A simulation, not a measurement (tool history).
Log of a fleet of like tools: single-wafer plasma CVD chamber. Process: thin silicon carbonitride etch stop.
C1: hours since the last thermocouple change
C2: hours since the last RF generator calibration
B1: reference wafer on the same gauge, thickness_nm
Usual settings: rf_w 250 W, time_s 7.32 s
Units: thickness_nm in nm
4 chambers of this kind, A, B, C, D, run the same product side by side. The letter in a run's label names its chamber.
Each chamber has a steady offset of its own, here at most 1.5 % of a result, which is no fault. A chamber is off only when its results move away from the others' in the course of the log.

run 1C hour=7.8 | rf_w=250 time_s=7.32 | C1=746.6 C2=696.9 | B1=4.8287 | thickness_nm=4.4324
run 2A hour=12.8 | rf_w=250 time_s=7.32 | C1=2498.1 C2=264.0 | B1=4.8278 | thickness_nm=4.4810
run 3B hour=18.1 | rf_w=250 time_s=7.32 | C1=1038.9 C2=772.3 | B1=4.8277 | thickness_nm=4.4999
run 4D hour=23.0 | rf_w=250 time_s=7.32 | C1=194.9 C2=256.3 | B1=4.8276 | thickness_nm=4.4689
run 5C hour=29.7 | rf_w=250 time_s=7.32 | C1=768.5 C2=718.8 | B1=4.8248 | thickness_nm=4.4191
run 6A hour=38.6 | rf_w=250 time_s=7.32 | C1=2523.9 C2=289.8 | B1=4.8256 | thickness_nm=4.4744
run 7D hour=46.8 | rf_w=200 time_s=7.32 | C1=218.7 C2=280.1 | B1=4.8231 | thickness_nm=4.1869
run 8B hour=55.9 | rf_w=200 time_s=7.32 | C1=1076.7 C2=810.1 | B1=4.8218 | thickness_nm=4.2083
run 9B hour=64.0 | rf_w=200 time_s=7.32 | C1=1084.8 C2=818.2 | B1=4.8207 | thickness_nm=4.2114
run 10A hour=68.2 | rf_w=200 time_s=7.32 | C1=2553.5 C2=319.4 | B1=4.8198 | thickness_nm=4.1810
run 11C hour=73.5 | rf_w=250 time_s=7.32 | C1=812.3 C2=762.6 | B1=4.8193 | thickness_nm=4.4217
run 12D hour=78.9 | rf_w=215 time_s=8.43 | C1=250.8 C2=312.2 | B1=4.8179 | thickness_nm=4.9147
run 13B hour=83.8 | rf_w=215 time_s=8.43 | C1=1104.6 C2=838.0 | B1=4.8174 | thickness_nm=4.9537
run 14A hour=90.3 | rf_w=215 time_s=8.43 | C1=2575.6 C2=341.5 | B1=4.8174 | thickness_nm=4.9110
run 15D hour=94.8 | rf_w=215 time_s=8.43 | C1=266.7 C2=328.1 | B1=4.8145 | thickness_nm=4.9115
run 16C hour=103.5 | rf_w=250 time_s=7.32 | C1=842.3 C2=792.6 | B1=4.8149 | thickness_nm=4.4048
run 17D hour=108.4 | rf_w=250 time_s=7.32 | C1=280.3 C2=341.7 | B1=4.8138 | thickness_nm=4.4651
run 18C hour=113.8 | rf_w=250 time_s=7.32 | C1=852.6 C2=802.9 | B1=4.8134 | thickness_nm=4.4078
run 19B hour=118.1 | rf_w=250 time_s=7.32 | C1=1138.9 C2=872.3 | B1=4.8138 | thickness_nm=4.4984
run 20A hour=122.7 | rf_w=205 time_s=8.20 | C1=2608.0 C2=373.9 | B1=4.8117 | thickness_nm=4.7121
run 21C hour=131.5 | rf_w=205 time_s=8.20 | C1=870.3 C2=820.6 | B1=4.8108 | thickness_nm=4.6590
run 22B hour=135.9 | rf_w=205 time_s=8.20 | C1=1156.7 C2=890.1 | B1=4.8108 | thickness_nm=4.7399
run 23A hour=143.2 | rf_w=205 time_s=8.20 | C1=2628.5 C2=394.4 | B1=4.8086 | thickness_nm=4.7094
run 24D hour=148.1 | rf_w=285 time_s=7.32 | C1=320.0 C2=381.4 | B1=4.8087 | thickness_nm=4.6480
run 25B hour=157.6 | rf_w=285 time_s=7.32 | C1=1178.4 C2=911.8 | B1=4.8058 | thickness_nm=4.6678

Is one chamber off against the others, does the gauge drift, or is nothing wrong? If a chamber is off, say which, and what the likeliest cause is.

The gauge drifts, so all chambers seem to drift together. No chamber is off.
Cause: gauge reads low (%) = 0.502.
